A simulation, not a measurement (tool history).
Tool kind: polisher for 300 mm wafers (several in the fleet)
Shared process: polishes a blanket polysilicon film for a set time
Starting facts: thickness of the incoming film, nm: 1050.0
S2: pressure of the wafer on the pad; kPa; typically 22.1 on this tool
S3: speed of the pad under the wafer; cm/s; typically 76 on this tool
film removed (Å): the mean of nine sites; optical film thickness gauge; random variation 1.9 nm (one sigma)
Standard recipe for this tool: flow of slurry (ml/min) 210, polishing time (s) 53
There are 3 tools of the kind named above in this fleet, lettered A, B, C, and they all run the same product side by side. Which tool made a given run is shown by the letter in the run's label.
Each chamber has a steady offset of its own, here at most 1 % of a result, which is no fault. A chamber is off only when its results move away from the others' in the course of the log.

Run 1B, hour 6.1: usual settings. Result: film removed (Å) 3169.3.
Run 2A, hour 10.1: usual settings. Result: film removed (Å) 3131.1.
Run 3C, hour 14.4: usual settings. Result: film removed (Å) 3160.3.
Run 4B, hour 22.9: usual settings. Result: film removed (Å) 3182.2.
At hour 25.2: chamber C: worn pad replaced by a new one.
Run 5C, hour 31.0: usual settings. Result: film removed (Å) 3157.0.
At hour 32.9: chamber A: worn pad replaced by a new one.
Run 6A, hour 35.4: usual settings. Result: film removed (Å) 3099.5.
At hour 39.4: chamber A: head pressure recalibrated.
Run 7C, hour 41.6: usual settings but S3 96 cm/s, polishing time (s) 44. Result: film removed (Å) 3283.7.
Run 8B, hour 46.8: usual settings but S3 96 cm/s, polishing time (s) 44. Result: film removed (Å) 3324.7.
Run 9A, hour 52.8: usual settings but S3 96 cm/s, polishing time (s) 44. Result: film removed (Å) 3282.2.
Run 10B, hour 60.9: usual settings. Result: film removed (Å) 3162.1.
At hour 66.3: chamber B: worn pad replaced by a new one.
Run 11C, hour 66.8: usual settings. Result: film removed (Å) 3155.6.
Run 12A, hour 71.9: usual settings but flow of slurry (ml/min) 170, S3 92 cm/s. Result: film removed (Å) 3661.3.
Run 13C, hour 77.1: usual settings but flow of slurry (ml/min) 170, S3 92 cm/s. Result: film removed (Å) 3746.9.
At hour 82.1: chamber C: worn pad replaced by a new one.
Run 14B, hour 85.8: usual settings but flow of slurry (ml/min) 170, S3 92 cm/s. Result: film removed (Å) 3733.8.
At hour 89.5: chamber A: worn pad replaced by a new one.
Run 15A, hour 90.4: usual settings. Result: film removed (Å) 3146.2.
Run 16B, hour 97.8: usual settings but S2 17.9 kPa, polishing time (s) 41. Result: film removed (Å) 1992.0.
Run 17A, hour 106.2: usual settings but S2 17.9 kPa, polishing time (s) 41. Result: film removed (Å) 1963.7.
Run 18C, hour 110.8: usual settings but S2 17.9 kPa, polishing time (s) 41. Result: film removed (Å) 2016.1.
At hour 113.5: chamber C: head pressure recalibrated.
Run 19A, hour 115.4: usual settings. Result: film removed (Å) 3111.2.
Run 20B, hour 122.2: usual settings. Result: film removed (Å) 3178.7.
Run 21C, hour 129.6: usual settings. Result: film removed (Å) 3386.3.
Run 22C, hour 135.4: usual settings but S3 52 cm/s. Result: film removed (Å) 2313.6.
At hour 138.4: chamber C: worn pad replaced by a new one.
Run 23B, hour 142.2: usual settings but S3 52 cm/s. Result: film removed (Å) 2169.4.
Run 24A, hour 149.6: usual settings but S3 52 cm/s. Result: film removed (Å) 2146.8.
Run 25C, hour 156.5: usual settings. Result: film removed (Å) 3351.0.
Run 26A, hour 161.2: usual settings. Result: film removed (Å) 3127.9.
At hour 162.0: chamber A: worn pad replaced by a new one.
At hour 166.2: chamber B: worn pad replaced by a new one.
Run 27B, hour 169.5: usual settings. Result: film removed (Å) 3155.6.
Run 28B, hour 174.1: usual settings. Result: film removed (Å) 3120.5.
Run 29C, hour 180.8: usual settings. Result: film removed (Å) 3404.9.
Run 30A, hour 185.2: usual settings. Result: film removed (Å) 3134.8.
At hour 191.3: chamber C: worn pad replaced by a new one.
Run 31A, hour 193.6: usual settings. Result: film removed (Å) 3147.1.
Run 32B, hour 198.0: usual settings. Result: film removed (Å) 3183.8.
Run 33C, hour 202.4: usual settings. Result: film removed (Å) 3391.0.
Run 34B, hour 210.0: usual settings. Result: film removed (Å) 3170.8.
Run 35C, hour 216.5: usual settings but S2 29.6 kPa, S3 94 cm/s. Result: film removed (Å) 5642.1.
Run 36A, hour 225.0: usual settings but S2 29.6 kPa, S3 94 cm/s. Result: film removed (Å) 5197.5.
Run 37C, hour 231.5: usual settings but S2 29.6 kPa, S3 94 cm/s. Result: film removed (Å) 5582.6.
At hour 233.2: chamber A: worn pad replaced by a new one.
Run 38A, hour 236.7: usual settings. Result: film removed (Å) 3115.0.

What goes on in this fleet: one chamber off, a drifting gauge, or nothing beyond the chambers' own small offsets? Name the chamber and the cause, if any.

A service on chamber C put it out of line with the rest.
What lies behind it: head's pressure above its setpoint, % = 7.5.

Here are 4 candidates for chamber C's next run, each the usual settings with a change, their results left as question marks. Which one brings its results back in line with what the others give on the usual settings?
In line here means within this much of the mean the other chambers give on the usual settings: film removed (Å) 66.0
Run 39C-1, hour 243.0: usual settings but S2 22.8 kPa. Result: film removed (Å) ?.
Run 39C-2, hour 243.0: usual settings but S2 22.8 kPa, S3 78 cm/s, polishing time (s) 54. Result: film removed (Å) ?.
Run 39C-3, hour 243.0: usual settings but S2 21.4 kPa, S3 74 cm/s, polishing time (s) 52. Result: film removed (Å) ?.
Run 39C-4, hour 243.0: usual settings but S3 74 cm/s, polishing time (s) 52. Result: film removed (Å) ?.

Other chambers, usual settings, mean: film removed (Å) 3145.4
  run  film removed (Å)
39C-1            3499.6
39C-2            3659.1
39C-3            3143.8
39C-4            3243.6
With 39C-3, the chamber falls back in line with the rest.

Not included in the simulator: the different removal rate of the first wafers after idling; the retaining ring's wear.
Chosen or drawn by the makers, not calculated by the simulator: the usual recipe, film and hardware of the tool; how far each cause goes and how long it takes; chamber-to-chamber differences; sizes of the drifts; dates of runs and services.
